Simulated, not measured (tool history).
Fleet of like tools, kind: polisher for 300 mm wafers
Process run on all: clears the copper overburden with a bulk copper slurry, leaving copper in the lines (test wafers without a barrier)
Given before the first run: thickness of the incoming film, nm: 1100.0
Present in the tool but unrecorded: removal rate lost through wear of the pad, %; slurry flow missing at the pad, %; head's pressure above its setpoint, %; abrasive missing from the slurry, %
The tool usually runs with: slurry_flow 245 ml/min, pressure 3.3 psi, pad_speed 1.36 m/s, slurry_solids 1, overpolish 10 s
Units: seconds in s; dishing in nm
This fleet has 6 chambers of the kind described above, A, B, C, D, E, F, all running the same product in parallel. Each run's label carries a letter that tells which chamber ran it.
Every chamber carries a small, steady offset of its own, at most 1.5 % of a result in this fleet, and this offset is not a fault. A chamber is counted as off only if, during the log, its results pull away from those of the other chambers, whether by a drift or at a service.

run,day,slurry_flow,pressure,pad_speed,slurry_solids,overpolish,wafers polished on this pad,hours since the slurry nozzle was cleaned,hours since the head pressure was calibrated,hours since the slurry blender was calibrated,seconds,dishing
# day 0.179: chamber F: worn pad replaced by a new one
1F,0.217,245,3.3,1.36,1,10,6,198.3,47.1,6.6,86.129,75.803
2E,0.438,245,3.3,1.36,1,10,914,214.6,68.3,41.1,87.724,74.095
# day 0.692: chamber D: slurry nozzle cleaned
3B,0.708,245,3.3,1.36,1,10,571,198.3,354.1,48.6,86.492,73.975
# day 0.733: chamber A: worn pad replaced by a new one
# day 0.775: chamber E: worn pad replaced by a new one
# day 0.929: chamber C: worn pad replaced by a new one
4A,1,245,3.3,1.36,1,10,44,294.7,149.4,49.8,88.587,75.014
5C,1.417,245,3.3,1.36,1,10,81,169.5,334.6,303.2,87.492,76.237
6D,1.65,245,3.3,1.36,1,10,324,23,624.6,225.1,88.782,76.192
7A,1.992,245,3.3,1.08,0.75,10,209,318.5,173.2,73.6,117.36,60.274
# day 2.008: chamber D: slurry blender recalibrated
# day 2.242: chamber B: worn pad replaced by a new one
8C,2.446,245,3.3,1.08,0.75,10,252,194.2,359.3,327.9,115.65,60.447
9F,2.771,245,3.3,1.08,0.75,10,431,259.6,108.4,67.9,121.16,60.132
10D,3.092,245,3.3,1.08,0.75,10,564,57.6,659.2,26.1,116.86,60.698
11B,3.533,245,3.3,1.08,0.75,10,214,266.1,421.9,116.4,116.53,61.973
# day 3.733: chamber B: slurry nozzle cleaned
12E,3.867,245,3.3,1.08,0.75,10,514,296.9,150.6,123.4,118.32,61.126
# day 4.129: chamber E: slurry nozzle cleaned
# day 4.233: chamber D: worn pad replaced by a new one
13C,4.321,245,3.3,1.36,1,10,564,239.2,404.3,372.9,87.197,77.355
# day 4.338: chamber C: worn pad replaced by a new one
14F,4.567,245,3.3,1.36,1,10,729,302.7,151.5,111,86.448,76.741
# day 4.692: chamber C: slurry nozzle cleaned
15D,4.783,245,3.3,1.36,1,10,91,98.2,699.8,66.7,87.445,73.755
# day 4.867: chamber B: slurry blender recalibrated
16A,5.004,245,3.3,1.36,1,10,709,390.8,245.5,145.9,88.446,77.173
17B,5.346,245,3.3,1.36,1,10,515,38.8,465.4,11.6,88.659,74.91
# day 5.462: chamber F: worn pad replaced by a new one
18E,5.817,245,3.3,1.36,1,10,838,40.5,197.4,170.2,87.221,74.185
19A,6.171,245,3.3,1.36,1,10,903,418.8,273.5,173.9,86.563,76.702
# day 6.292: chamber D: head pressure recalibrated
20D,6.408,305,3.3,1.36,1,6,361,137.2,2.9,105.7,87.439,51.763
# day 6.438: chamber E: worn pad replaced by a new one
21F,6.638,305,3.3,1.36,1,6,195,352.4,201.2,160.7,85.752,51.324
# day 6.879: chamber C: slurry blender recalibrated
22B,6.912,305,3.3,1.36,1,6,776,76.4,503,49.2,83.722,51.542
# day 7.058: chamber C: worn pad replaced by a new one
23C,7.221,305,3.3,1.36,1,6,27,60.8,473.9,8.3,83.364,49.266
# day 7.396: chamber A: worn pad replaced by a new one
24E,7.496,305,3.3,1.36,1,6,176,80.8,237.7,210.5,86.93,51.996
25B,7.979,305,3.3,1.36,1,6,953,102,528.6,74.8,84.742,51.987
26D,8.475,245,3.3,1.36,1,10,705,186.8,52.5,155.3,90.896,73.812
# day 8.488: chamber B: worn pad replaced by a new one
27E,8.775,245,3.3,1.36,1,10,388,111.5,268.4,241.2,87.069,74.136
# day 8.883: chamber D: worn pad replaced by a new one
28F,9.246,245,4,1.08,1,10,629,415,263.8,223.3,89.196,73.707
29C,9.721,245,4,1.08,1,10,443,120.8,533.9,68.3,91.115,73.903
30A,10.079,245,4,1.08,1,10,446,512.6,367.3,267.7,89.79,75.576
# day 10.346: chamber C: worn pad replaced by a new one
# day 10.417: chamber E: slurry blender recalibrated
# day 10.454: chamber A: slurry blender recalibrated
31B,10.538,245,4,1.08,1,10,340,163.4,590,136.2,92.919,75.872
32E,10.954,245,4,1.08,1,10,751,163.8,320.7,12.9,92.375,74.025
# day 11.029: chamber F: head pressure recalibrated
# day 11.212: chamber F: worn pad replaced by a new one
33D,11.446,245,4,1.08,1,10,426,258.1,123.8,226.6,92.046,72.938
# day 11.538: chamber B: slurry blender recalibrated
34C,11.833,245,3.3,1.36,1,10,247,171.5,584.6,119,84.459,76.066
# day 11.938: chamber D: slurry blender recalibrated
35A,12.121,245,3.3,1.36,1,10,785,561.6,416.3,40.1,86.388,75.918
36F,12.596,245,3.3,1.36,1,10,230,495.4,37.7,303.7,88.224,75.155
# day 12.758: chamber B: slurry nozzle cleaned
# day 12.892: chamber F: slurry nozzle cleaned
# day 12.896: chamber E: worn pad replaced by a new one
37D,12.946,245,3.3,1.36,1,10,675,294.1,159.8,24.2,87.235,73.572
# day 13.162: chamber A: worn pad replaced by a new one
38C,13.204,245,3.3,1.36,1,10,475,204.4,617.5,151.9,85.684,76.565
# day 13.212: chamber B: head pressure recalibrated
39A,13.679,245,3.3,1.36,1,10,86,599,453.7,77.5,86.313,77.704
40B,14.117,245,3.3,0.96,1,10,935,32.7,21.8,62,125.59,58.676
41F,14.446,245,3.3,0.96,1,10,538,37.3,82.1,348.1,123.84,58.37
42E,14.842,245,3.3,0.96,1,10,323,257.1,414,106.2,122.77,58.78

All chambers now run identical settings, listed one chamber a line with results as question marks. What results will each chamber show?
43A,15.2,245,3.3,1.36,1,4,,,,,?,?
43B,15.2,245,3.3,1.36,1,4,,,,,?,?
43C,15.2,245,3.3,1.36,1,4,,,,,?,?
43D,15.2,245,3.3,1.36,1,4,,,,,?,?
43E,15.2,245,3.3,1.36,1,4,,,,,?,?
43F,15.2,245,3.3,1.36,1,4,,,,,?,?

run,seconds,dishing
43A,88.282,37.449
43B,88.7,35.57
43C,87.082,35.511
43D,90.127,35.319
43E,89.786,35.863
43F,88.028,35.152
